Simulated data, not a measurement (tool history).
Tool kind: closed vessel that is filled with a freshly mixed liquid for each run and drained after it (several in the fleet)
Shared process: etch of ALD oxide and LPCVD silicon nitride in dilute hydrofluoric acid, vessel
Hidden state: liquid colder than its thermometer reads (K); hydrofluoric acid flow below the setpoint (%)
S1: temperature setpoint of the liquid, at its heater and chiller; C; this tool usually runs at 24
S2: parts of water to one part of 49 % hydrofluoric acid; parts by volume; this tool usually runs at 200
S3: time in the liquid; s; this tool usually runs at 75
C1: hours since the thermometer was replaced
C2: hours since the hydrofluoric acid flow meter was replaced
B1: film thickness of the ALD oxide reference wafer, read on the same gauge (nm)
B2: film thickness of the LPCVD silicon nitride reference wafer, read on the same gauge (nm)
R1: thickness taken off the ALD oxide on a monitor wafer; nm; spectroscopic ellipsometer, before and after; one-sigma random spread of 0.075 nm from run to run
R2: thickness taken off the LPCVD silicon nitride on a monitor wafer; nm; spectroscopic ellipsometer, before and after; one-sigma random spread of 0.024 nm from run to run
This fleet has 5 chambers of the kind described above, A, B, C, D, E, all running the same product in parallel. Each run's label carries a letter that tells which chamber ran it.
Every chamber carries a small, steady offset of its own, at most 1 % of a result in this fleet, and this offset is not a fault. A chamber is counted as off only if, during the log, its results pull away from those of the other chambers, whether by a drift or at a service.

| run | day | S1 | S2 | S3 | C1 | C2 | B1 | B2 | R1 | R2 |
|---|---|---|---|---|---|---|---|---|---|---|
| 1D | 0.396 | 24 | 200 | 75 | 1578 | 277.4 | 59.998 | 119.97 | 8.5455 | 0.17187 |
| 2C | 0.6 | 24 | 200 | 75 | 393 | 871.9 | 60.011 | 120.01 | 8.4575 | 0.18133 |
| 3E | 1.029 | 24 | 200 | 75 | 276.5 | 1921.5 | 59.984 | 120 | 8.7536 | 0.16699 |
| 4B | 1.383 | 24 | 200 | 75 | 583.4 | 307.1 | 60.007 | 120.01 | 8.4963 | 0.17635 |
| 5A | 1.679 | 24 | 200 | 75 | 551.3 | 1071 | 59.998 | 120.01 | 8.5011 | 0.17856 |
| 6D | 2.112 | 24 | 200 | 75 | 1619.2 | 318.6 | 60.003 | 119.99 | 8.494 | 0.22288 |
| 7B | 2.379 | 24 | 200 | 75 | 607.3 | 331 | 59.99 | 119.99 | 8.3955 | 0.19324 |
| 8C | 2.658 | 24 | 200 | 35 | 442.4 | 921.3 | 60.018 | 119.97 | 3.9147 | 0.086253 |
| 9E | 2.879 | 24 | 200 | 35 | 320.9 | 1965.9 | 59.978 | 119.98 | 4.0281 | 0.071576 |
|  | 2.942 | chamber E: hydrofluoric acid flow meter replaced |
| 10A | 3.275 | 24 | 200 | 35 | 589.6 | 1109.3 | 60.024 | 120.02 | 3.9116 | 0.081679 |
| 11D | 3.621 | 24 | 200 | 35 | 1655.4 | 354.8 | 59.995 | 120 | 3.9124 | 0.086651 |
| 12E | 3.938 | 24 | 200 | 35 | 346.3 | 24 | 59.991 | 120.01 | 3.9945 | 0.10337 |
| 13C | 4.3 | 24 | 200 | 75 | 481.8 | 960.7 | 60.011 | 120.02 | 8.5524 | 0.19863 |
| 14B | 4.538 | 24 | 200 | 75 | 659.1 | 382.8 | 60.016 | 119.98 | 8.3936 | 0.16802 |
| 15A | 4.933 | 24 | 200 | 75 | 629.4 | 1149.1 | 60.007 | 120.01 | 8.4221 | 0.17206 |
| 16E | 5.158 | 26.5 | 275 | 75 | 375.6 | 53.3 | 60.021 | 120.02 | 6.2879 | 0.17178 |
| 17B | 5.5 | 26.5 | 275 | 75 | 682.2 | 405.9 | 59.999 | 120.01 | 6.2274 | 0.178 |
| 18A | 5.846 | 26.5 | 275 | 75 | 651.3 | 1171 | 60.018 | 120 | 6.1495 | 0.14701 |
| 19D | 6.15 | 26.5 | 275 | 75 | 1716.1 | 415.5 | 60.021 | 120.01 | 6.1443 | 0.14351 |
|  | 6.375 | chamber B: hydrofluoric acid flow meter replaced |
| 20C | 6.396 | 26.5 | 275 | 75 | 532.1 | 1011 | 59.993 | 120.02 | 6.1908 | 0.14593 |
| 21D | 6.754 | 24 | 200 | 75 | 1730.6 | 430 | 60.003 | 120 | 8.5519 | 0.22375 |
| 22E | 7.171 | 24 | 200 | 75 | 423.9 | 101.6 | 60.003 | 119.99 | 8.6527 | 0.17621 |
| 23A | 7.654 | 24 | 200 | 75 | 694.7 | 1214.4 | 60.006 | 120.03 | 8.1906 | 0.18757 |
| 24B | 8.012 | 24 | 265 | 115 | 742.5 | 39.3 | 60.005 | 120.01 | 9.2118 | 0.2521 |
| 25C | 8.279 | 24 | 265 | 115 | 577.3 | 1056.2 | 59.994 | 120.01 | 9.0237 | 0.18453 |
| 26A | 8.654 | 24 | 265 | 115 | 718.7 | 1238.4 | 60.014 | 120.01 | 8.7791 | 0.23285 |
| 27C | 8.9 | 24 | 265 | 115 | 592.2 | 1071.1 | 60.004 | 120.03 | 9.1659 | 0.23007 |
| 28E | 9.35 | 24 | 265 | 115 | 476.2 | 153.9 | 60 | 120.02 | 9.3092 | 0.23666 |
| 29D | 9.638 | 24 | 110 | 55 | 1799.8 | 499.2 | 60.025 | 120 | 12.658 | 0.25782 |
| 30B | 9.854 | 24 | 110 | 55 | 786.7 | 83.5 | 59.996 | 119.97 | 12.291 | 0.21447 |
| 31C | 10.304 | 24 | 110 | 55 | 625.9 | 1104.8 | 59.982 | 119.99 | 12.488 | 0.21631 |
| 32D | 10.746 | 24 | 110 | 55 | 1826.4 | 525.8 | 59.998 | 119.99 | 12.626 | 0.2643 |
| 33E | 11.054 | 24 | 110 | 55 | 517.1 | 194.8 | 59.996 | 119.99 | 12.605 | 0.2937 |
| 34A | 11.367 | 24 | 200 | 75 | 783.8 | 1303.5 | 59.992 | 119.99 | 7.9947 | 0.1512 |
| 35B | 11.788 | 24 | 200 | 75 | 833.1 | 129.9 | 59.998 | 120.01 | 8.3148 | 0.18441 |
| 36A | 12.004 | 24 | 200 | 75 | 799.1 | 1318.8 | 60.01 | 120.03 | 7.8498 | 0.14617 |
| 37E | 12.321 | 24 | 200 | 75 | 547.5 | 225.2 | 59.99 | 120.04 | 8.6277 | 0.23404 |
| 38D | 12.633 | 24 | 200 | 75 | 1871.7 | 571.1 | 59.992 | 120.01 | 8.497 | 0.17802 |
| 39B | 13.067 | 24 | 200 | 75 | 863.8 | 160.6 | 60 | 120.03 | 8.3799 | 0.16997 |
| 40C | 13.504 | 24 | 200 | 75 | 702.7 | 1181.6 | 60.011 | 120.05 | 8.4837 | 0.21301 |
| 41E | 13.817 | 24 | 200 | 75 | 583.4 | 261.1 | 59.997 | 120.01 | 8.5243 | 0.1998 |

Next, all 5 chambers run the settings below, one line each with question marks for the results. What does each chamber give?
| 42A | 14.162 | 24 | 200 | 75 |  |  |  |  | ? | ? |
| 42B | 14.162 | 24 | 200 | 75 |  |  |  |  | ? | ? |
| 42C | 14.162 | 24 | 200 | 75 |  |  |  |  | ? | ? |
| 42D | 14.162 | 24 | 200 | 75 |  |  |  |  | ? | ? |
| 42E | 14.162 | 24 | 200 | 75 |  |  |  |  | ? | ? |

| run | R1 | R2 |
|---|---|---|
| 42A | 7.9591 | 0.194 |
| 42B | 8.502 | 0.24338 |
| 42C | 8.5094 | 0.16635 |
| 42D | 8.4515 | 0.19762 |
| 42E | 8.4761 | 0.18347 |
